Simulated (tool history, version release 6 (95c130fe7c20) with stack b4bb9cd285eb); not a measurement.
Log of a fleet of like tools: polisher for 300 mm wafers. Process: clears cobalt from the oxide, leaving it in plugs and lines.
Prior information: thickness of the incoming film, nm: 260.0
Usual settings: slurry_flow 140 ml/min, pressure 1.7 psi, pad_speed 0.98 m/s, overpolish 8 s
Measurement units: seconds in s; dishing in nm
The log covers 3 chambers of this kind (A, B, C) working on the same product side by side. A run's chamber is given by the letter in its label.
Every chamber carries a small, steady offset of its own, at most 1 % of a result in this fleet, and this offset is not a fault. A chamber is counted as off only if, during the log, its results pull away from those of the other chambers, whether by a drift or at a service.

run,hour,slurry_flow,pressure,pad_speed,overpolish,wafers polished on this pad,hours since the slurry nozzle was cleaned,hours since the head pressure was calibrated,seconds,dishing
# hour 2.1: chamber A: worn pad replaced by a new one
1C,8.2,140,1.7,0.98,8,300,368.8,198.8,72.078,21.546
2A,17.6,140,1.7,0.98,8,112,381.7,72.8,73.831,22.91
3B,26.4,140,1.7,0.98,8,589,333.7,863.7,71.824,22.675
4A,41,140,1.7,0.98,8,280,405.1,96.2,75.915,22.857
5B,49.6,140,1.7,0.98,8,755,356.9,886.9,72.644,22.333
# hour 54.5: chamber C: worn pad replaced by a new one
# hour 56.3: chamber C: slurry nozzle cleaned
6C,56.3,140,1.7,0.98,8,13,0,246.9,73.309,22.429
7C,67.3,140,1.7,0.98,8,92,11,257.9,74.576,22.705
8A,75.3,140,1.7,0.98,8,526,439.4,130.5,73.594,22.522
9B,84,140,1.7,0.98,8,1003,391.3,921.3,72.576,22.779
10C,99.1,140,1.7,0.98,8,320,42.8,289.7,74.077,21.663
11B,110.8,140,1.7,0.98,8,1195,418.1,948.1,76.488,21.966
12A,124.3,140,1.7,0.98,8,879,488.4,179.5,76.339,22.219
# hour 135.4: chamber A: slurry nozzle cleaned
13B,138.4,140,1.7,0.98,8,1394,445.7,975.7,74.949,22.216
# hour 141.4: chamber C: worn pad replaced by a new one
# hour 149.7: chamber A: worn pad replaced by a new one
14A,152.8,140,1.7,0.98,8,22,17.4,208,72.854,22.26
15C,160.2,140,1.7,0.98,8,135,103.9,350.8,70.345,22.291
16A,175.3,140,1.7,0.98,8,184,39.9,230.5,74.088,22.516
17C,190.2,140,1.7,0.98,8,350,133.9,380.8,73.026,22.378
18B,198.1,140,1.7,0.98,8,1823,505.4,1035.4,76.24,21.12
19C,205,140,1.7,0.72,8,457,148.7,395.6,97.203,17.557
20A,216.7,140,1.7,0.72,8,481,81.3,271.9,102.46,16.691
# hour 223.8: chamber C: worn pad replaced by a new one
21B,224.2,140,1.7,0.72,8,2011,531.5,1061.5,106.58,16.445
22B,238.6,140,2.1,0.7,8,2114,545.9,1075.9,85.996,19.279
23A,250.6,140,2.1,0.7,8,725,115.2,305.8,83.41,20.386
24C,263.4,140,2.1,0.7,8,284,207.1,454,82.01,20.096
25C,274,140,1.7,0.98,8,360,217.7,464.6,73.381,21.864
26A,285.6,140,1.7,0.98,8,977,150.2,340.8,72.818,22.606
27B,297.4,140,1.7,0.98,8,2537,604.7,1134.7,80.408,20.026
28A,307.1,140,1.7,0.98,5,1131,171.7,362.3,75.501,15.432
# hour 311.6: chamber C: worn pad replaced by a new one
29C,320.8,140,1.7,0.98,5,66,264.5,511.4,72.419,15.836
30B,333.2,140,1.7,0.98,5,2794,640.5,1170.5,81.076,14.13

Predict what each chamber gives when all 3 of them run the settings below next.
31A,344.2,100,1.7,0.98,8,,,,?,?
31B,344.2,100,1.7,0.98,8,,,,?,?
31C,344.2,100,1.7,0.98,8,,,,?,?

run,seconds,dishing
31A,79.549,20.536
31B,87.905,19.687
31C,80.258,21.111
